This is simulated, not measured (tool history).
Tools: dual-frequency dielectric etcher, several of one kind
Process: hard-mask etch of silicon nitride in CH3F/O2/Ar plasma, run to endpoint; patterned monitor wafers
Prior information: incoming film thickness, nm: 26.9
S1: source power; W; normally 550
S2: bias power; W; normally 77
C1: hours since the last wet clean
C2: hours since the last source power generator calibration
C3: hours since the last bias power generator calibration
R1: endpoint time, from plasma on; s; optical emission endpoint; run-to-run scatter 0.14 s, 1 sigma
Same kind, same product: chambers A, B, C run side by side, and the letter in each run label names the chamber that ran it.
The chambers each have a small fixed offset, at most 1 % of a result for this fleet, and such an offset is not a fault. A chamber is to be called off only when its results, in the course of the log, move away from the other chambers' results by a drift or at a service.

Run 1A, day 0.45: usual settings; C1 488; C2 218; C3 696.5. Result: R1 33.618 s.
Run 2B, day 0.804: usual settings; C1 423.8; C2 22.2; C3 5023.6. Result: R1 33.985 s.
Run 3C, day 1.204: usual settings; C1 564.6; C2 2422.7; C3 1079.4. Result: R1 33.638 s.
Run 4C, day 1.425: usual settings; C1 569.9; C2 2428; C3 1084.7. Result: R1 33.427 s.
Run 5A, day 1.871: usual settings; C1 522.1; C2 252.1; C3 730.6. Result: R1 33.362 s.
Run 6B, day 2.112: usual settings; C1 455.2; C2 53.6; C3 5055. Result: R1 33.881 s.
Run 7C, day 2.542: usual settings; C1 596.7; C2 2454.8; C3 1111.5. Result: R1 33.372 s.
Run 8A, day 2.788: usual settings; C1 544.1; C2 274.1; C3 752.6. Result: R1 33.774 s.
At day 3.038: chamber A: wet clean of the chamber.
At day 3.05: chamber C: wet clean of the chamber.
Run 9B, day 3.079: usual settings; C1 478.4; C2 76.8; C3 5078.2. Result: R1 33.984 s.
Run 10C, day 3.488: usual settings; C1 10.6; C2 2477.5; C3 1134.2. Result: R1 35.471 s.
Run 11A, day 3.688: usual settings but S2 93 W; C1 15.7; C2 295.7; C3 774.2. Result: R1 31.402 s.
Run 12B, day 4.088: usual settings but S2 93 W; C1 502.6; C2 101; C3 5102.4. Result: R1 31.74 s.
Run 13A, day 4.288: usual settings but S2 93 W; C1 30.1; C2 310.1; C3 788.6. Result: R1 31.376 s.
Run 14B, day 4.5: usual settings; C1 512.5; C2 110.9; C3 5112.3. Result: R1 33.91 s.
Run 15C, day 4.7: usual settings; C1 39.7; C2 2506.6; C3 1163.3. Result: R1 35.068 s.
Run 16C, day 5.067: usual settings but S1 420 W; C1 48.5; C2 2515.4; C3 1172.1. Result: R1 38.892 s.
At day 5.412: chamber B: bias power generator calibrated.
Run 17B, day 5.412: usual settings but S1 420 W; C1 534.4; C2 132.8; C3 0.1. Result: R1 37.777 s.
Run 18A, day 5.679: usual settings but S1 420 W; C1 63.5; C2 343.5; C3 822. Result: R1 37 s.
Run 19A, day 5.929: usual settings; C1 69.5; C2 349.5; C3 828. Result: R1 33.311 s.
Run 20B, day 6.275: usual settings; C1 555.1; C2 153.5; C3 20.8. Result: R1 33.871 s.
Run 21C, day 6.633: usual settings but S2 91 W; C1 86.1; C2 2553; C3 1209.7. Result: R1 33.143 s.
Run 22C, day 6.883: usual settings but S2 91 W; C1 92.1; C2 2559; C3 1215.7. Result: R1 33.3 s.
Run 23B, day 7.271: usual settings but S2 91 W; C1 579; C2 177.4; C3 44.7. Result: R1 32.11 s.
Run 24A, day 7.717: usual settings; C1 112.4; C2 392.4; C3 870.9. Result: R1 33.664 s.
Run 25B, day 7.942: usual settings; C1 595.1; C2 193.5; C3 60.8. Result: R1 33.774 s.
Run 26C, day 8.283: usual settings; C1 125.7; C2 2592.6; C3 1249.3. Result: R1 35.215 s.
Run 27A, day 8.633: usual settings; C1 134.4; C2 414.4; C3 892.9. Result: R1 33.816 s.
Run 28A, day 8.925: usual settings; C1 141.4; C2 421.4; C3 899.9. Result: R1 33.772 s.

Next, all 3 chambers run the settings below, one line each with question marks for the results. What does each chamber give?
Run 29A, day 9.25: usual settings but S2 87 W. Result: R1 ?.
Run 29B, day 9.25: usual settings but S2 87 W. Result: R1 ?.
Run 29C, day 9.25: usual settings but S2 87 W. Result: R1 ?.

run      R1
29A  32.174
29B  32.319
29C  33.595

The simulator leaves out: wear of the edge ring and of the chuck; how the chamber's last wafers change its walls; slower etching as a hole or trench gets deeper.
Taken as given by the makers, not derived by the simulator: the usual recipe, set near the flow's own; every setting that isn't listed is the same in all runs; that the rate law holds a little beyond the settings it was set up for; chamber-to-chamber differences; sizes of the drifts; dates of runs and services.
